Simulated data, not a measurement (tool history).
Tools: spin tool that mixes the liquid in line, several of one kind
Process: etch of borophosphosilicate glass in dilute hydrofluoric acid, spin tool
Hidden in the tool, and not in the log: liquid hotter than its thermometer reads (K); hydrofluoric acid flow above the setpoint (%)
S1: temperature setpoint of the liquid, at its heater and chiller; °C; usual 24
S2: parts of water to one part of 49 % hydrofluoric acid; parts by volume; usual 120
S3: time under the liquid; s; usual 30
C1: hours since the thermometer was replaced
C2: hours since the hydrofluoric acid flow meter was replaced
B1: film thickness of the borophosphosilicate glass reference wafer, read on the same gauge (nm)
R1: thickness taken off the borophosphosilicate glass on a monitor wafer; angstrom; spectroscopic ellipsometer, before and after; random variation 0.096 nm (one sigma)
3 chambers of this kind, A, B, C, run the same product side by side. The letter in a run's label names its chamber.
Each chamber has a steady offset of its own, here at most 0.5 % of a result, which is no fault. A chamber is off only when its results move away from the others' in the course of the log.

run 1A hour=8.7 | S1=24 S2=120 S3=30 | C1=875.5 C2=357 | B1=69.967 | R1=144.05
run 2C hour=17 | S1=24 S2=120 S3=30 | C1=1165.5 C2=664.8 | B1=69.977 | R1=144.35
run 3B hour=25.1 | S1=24 S2=120 S3=30 | C1=1097.8 C2=1471 | B1=70.01 | R1=144.64
run 4B hour=32 | S1=24 S2=120 S3=30 | C1=1104.7 C2=1477.9 | B1=70.039 | R1=144.92
run 5C hour=36 | S1=22 S2=120 S3=30 | C1=1184.5 C2=683.8 | B1=69.999 | R1=134.39
run 6A hour=40.1 | S1=22 S2=120 S3=30 | C1=906.9 C2=388.4 | B1=69.999 | R1=134.23
run 7B hour=46.3 | S1=22 S2=120 S3=30 | C1=1119 C2=1492.2 | B1=69.997 | R1=133.48
run 8A hour=50.1 | S1=24 S2=120 S3=30 | C1=916.9 C2=398.4 | B1=70.014 | R1=144.77
run 9C hour=58.5 | S1=24 S2=120 S3=30 | C1=1207 C2=706.3 | B1=70.006 | R1=144.06
-- hour=60.9 chamber C: hydrofluoric acid flow meter replaced
run 10A hour=65.8 | S1=24 S2=120 S3=30 | C1=932.6 C2=414.1 | B1=69.983 | R1=145.93
run 11B hour=69.7 | S1=24 S2=120 S3=30 | C1=1142.4 C2=1515.6 | B1=69.996 | R1=144.73
run 12C hour=76.6 | S1=24 S2=120 S3=30 | C1=1225.1 C2=15.7 | B1=70.024 | R1=143.69
run 13C hour=83.9 | S1=28.5 S2=120 S3=30 | C1=1232.4 C2=23 | B1=70.004 | R1=170.16
run 14B hour=92.4 | S1=28.5 S2=120 S3=30 | C1=1165.1 C2=1538.3 | B1=70.004 | R1=171.62
run 15A hour=97.7 | S1=28.5 S2=120 S3=30 | C1=964.5 C2=446 | B1=69.993 | R1=175.7
run 16A hour=101.9 | S1=28.5 S2=120 S3=45 | C1=968.7 C2=450.2 | B1=70.003 | R1=260.23
run 17B hour=106 | S1=28.5 S2=120 S3=45 | C1=1178.7 C2=1551.9 | B1=69.968 | R1=258.87
run 18C hour=112 | S1=28.5 S2=120 S3=45 | C1=1260.5 C2=51.1 | B1=70.022 | R1=256.94
run 19A hour=117.9 | S1=24 S2=120 S3=30 | C1=984.7 C2=466.2 | B1=69.997 | R1=149.81
run 20C hour=125.9 | S1=24 S2=120 S3=30 | C1=1274.4 C2=65 | B1=70.001 | R1=145.65
run 21B hour=132.3 | S1=24 S2=120 S3=30 | C1=1205 C2=1578.2 | B1=70.027 | R1=146.47
run 22C hour=139.6 | S1=24 S2=120 S3=30 | C1=1288.1 C2=78.7 | B1=69.997 | R1=143.36
run 23A hour=145.5 | S1=24 S2=120 S3=30 | C1=1012.3 C2=493.8 | B1=69.995 | R1=149.16
run 24B hour=154.1 | S1=24 S2=120 S3=30 | C1=1226.8 C2=1600 | B1=70.015 | R1=143.12
run 25A hour=161.6 | S1=21.5 S2=120 S3=30 | C1=1028.4 C2=509.9 | B1=69.994 | R1=136.16
run 26B hour=167.2 | S1=21.5 S2=120 S3=30 | C1=1239.9 C2=1613.1 | B1=69.985 | R1=131.58
-- hour=168.3 chamber B: hydrofluoric acid flow meter replaced
run 27C hour=173.2 | S1=21.5 S2=120 S3=30 | C1=1321.7 C2=112.3 | B1=70.015 | R1=130.54
run 28A hour=180.3 | S1=24 S2=120 S3=30 | C1=1047.1 C2=528.6 | B1=70.001 | R1=151.9
run 29B hour=187.2 | S1=24 S2=120 S3=30 | C1=1259.9 C2=19 | B1=69.97 | R1=144.17
run 30C hour=191.6 | S1=24 S2=120 S3=30 | C1=1340.1 C2=130.7 | B1=70.014 | R1=144.59
run 31C hour=200.5 | S1=24 S2=120 S3=30 | C1=1349 C2=139.6 | B1=70.026 | R1=143.57
run 32B hour=205.2 | S1=24 S2=120 S3=30 | C1=1277.9 C2=37 | B1=69.991 | R1=144.54
run 33A hour=209.8 | S1=24 S2=120 S3=30 | C1=1076.6 C2=558.1 | B1=69.983 | R1=152.89
run 34C hour=215.7 | S1=24 S2=120 S3=30 | C1=1364.2 C2=154.8 | B1=69.976 | R1=145.11
run 35A hour=220.8 | S1=24 S2=120 S3=30 | C1=1087.6 C2=569.1 | B1=70 | R1=151.41
run 36B hour=228.6 | S1=24 S2=120 S3=30 | C1=1301.3 C2=60.4 | B1=69.973 | R1=143.77
run 37B hour=233.9 | S1=28 S2=120 S3=30 | C1=1306.6 C2=65.7 | B1=70.008 | R1=168.42
run 38A hour=240.1 | S1=28 S2=120 S3=30 | C1=1106.9 C2=588.4 | B1=70.003 | R1=179.93
run 39C hour=244.2 | S1=28 S2=120 S3=30 | C1=1392.7 C2=183.3 | B1=69.979 | R1=168.92

What goes on in this fleet: one chamber off, a drifting gauge, or nothing beyond the chambers' own small offsets? Name the chamber and the cause, if any.

Chamber A drifts away from the others.
Cause: hydrofluoric acid flow above the setpoint (%) = 7.25.
The log may not tell that from: liquid hotter than its thermometer reads (K).

Here are 4 candidates for chamber A's next run, each the usual settings with a change, their results left as question marks. Which one brings its results back in line with what the others give on the usual settings?
In line means no further than this from the other chambers' mean on the usual settings: R1 3.4 angstrom
run 40A-1 hour=250.5 | S1=22 S2=120 S3=30 | R1=?
run 40A-2 hour=250.5 | S1=23.5 S2=120 S3=30 | R1=?
run 40A-3 hour=250.5 | S1=26 S2=120 S3=30 | R1=?
run 40A-4 hour=250.5 | S1=24.5 S2=120 S3=30 | R1=?

The other chambers' mean on the usual settings: R1 144.44 angstrom
run=40A-1 R1=143.62
run=40A-2 R1=152.32
run=40A-3 R1=167.65
run=40A-4 R1=158.29
40A-1 brings the chamber back in line.
